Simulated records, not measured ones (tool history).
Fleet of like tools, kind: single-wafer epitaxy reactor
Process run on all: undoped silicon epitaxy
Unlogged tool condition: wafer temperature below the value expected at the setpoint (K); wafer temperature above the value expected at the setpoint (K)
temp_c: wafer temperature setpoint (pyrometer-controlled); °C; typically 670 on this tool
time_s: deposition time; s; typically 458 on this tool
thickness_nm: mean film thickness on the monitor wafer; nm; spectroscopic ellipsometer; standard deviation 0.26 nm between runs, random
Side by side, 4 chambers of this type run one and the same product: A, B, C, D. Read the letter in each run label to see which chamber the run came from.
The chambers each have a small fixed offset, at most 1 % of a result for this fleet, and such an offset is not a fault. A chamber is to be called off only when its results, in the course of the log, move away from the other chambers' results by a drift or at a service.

run,hour,temp_c,time_s,hours since the last pyrometer calibration,"read-back reference wafer on the same gauge, thickness_nm",thickness_nm
1D,12.9,670,458,20.4,136.97,117.69
2A,19.9,670,458,429.8,136.96,116.6
3B,26.8,670,458,727,136.99,118.17
4C,40.9,670,458,333.8,136.95,117.91
5D,47.5,670,458,55,137.01,117.47
6B,61.5,670,458,761.7,136.94,117.83
7A,67.7,670,458,477.6,137,116.51
8C,76.1,670,458,369,137.02,117.88
9C,84.4,670,458,377.3,136.97,117.79
10D,94.9,670,458,102.4,137.06,117.83
11B,101.1,662,458,801.3,136.99,99.684
12A,108.5,662,458,518.4,137.01,97.791
13B,119.4,662,458,819.6,136.94,99.477
14C,132.6,662,458,425.5,136.93,99.283
15D,143.6,670,458,151.1,137.08,117.69
16A,150.3,670,458,560.2,136.95,114.99
17D,156.5,670,458,164,136.99,117.77
18C,164,670,514,456.9,136.96,132.32
19B,177.3,670,514,877.5,137.04,131.8
20A,183.9,670,514,593.8,136.97,128.8
21D,195.8,670,514,203.3,136.94,131.8
22C,202,670,373,494.9,136.98,95.946
23B,209.7,670,373,909.9,136.99,95.727
# hour 211.2: chamber B: pyrometer calibrated
24A,219,670,373,628.9,137.03,93.024
25C,228.1,670,373,521,136.98,95.546
26A,236.6,670,458,646.5,137.05,113.65
27D,244.4,670,458,251.9,137.07,117.74
28B,258.6,670,458,47.4,136.96,117.86

Next, every chamber runs the same settings. What will each give?
29A,268.8,663,458,,,?
29B,268.8,663,458,,,?
29C,268.8,663,458,,,?
29D,268.8,663,458,,,?

run,thickness_nm
29A,97.482
29B,101.55
29C,101.86
29D,101.58
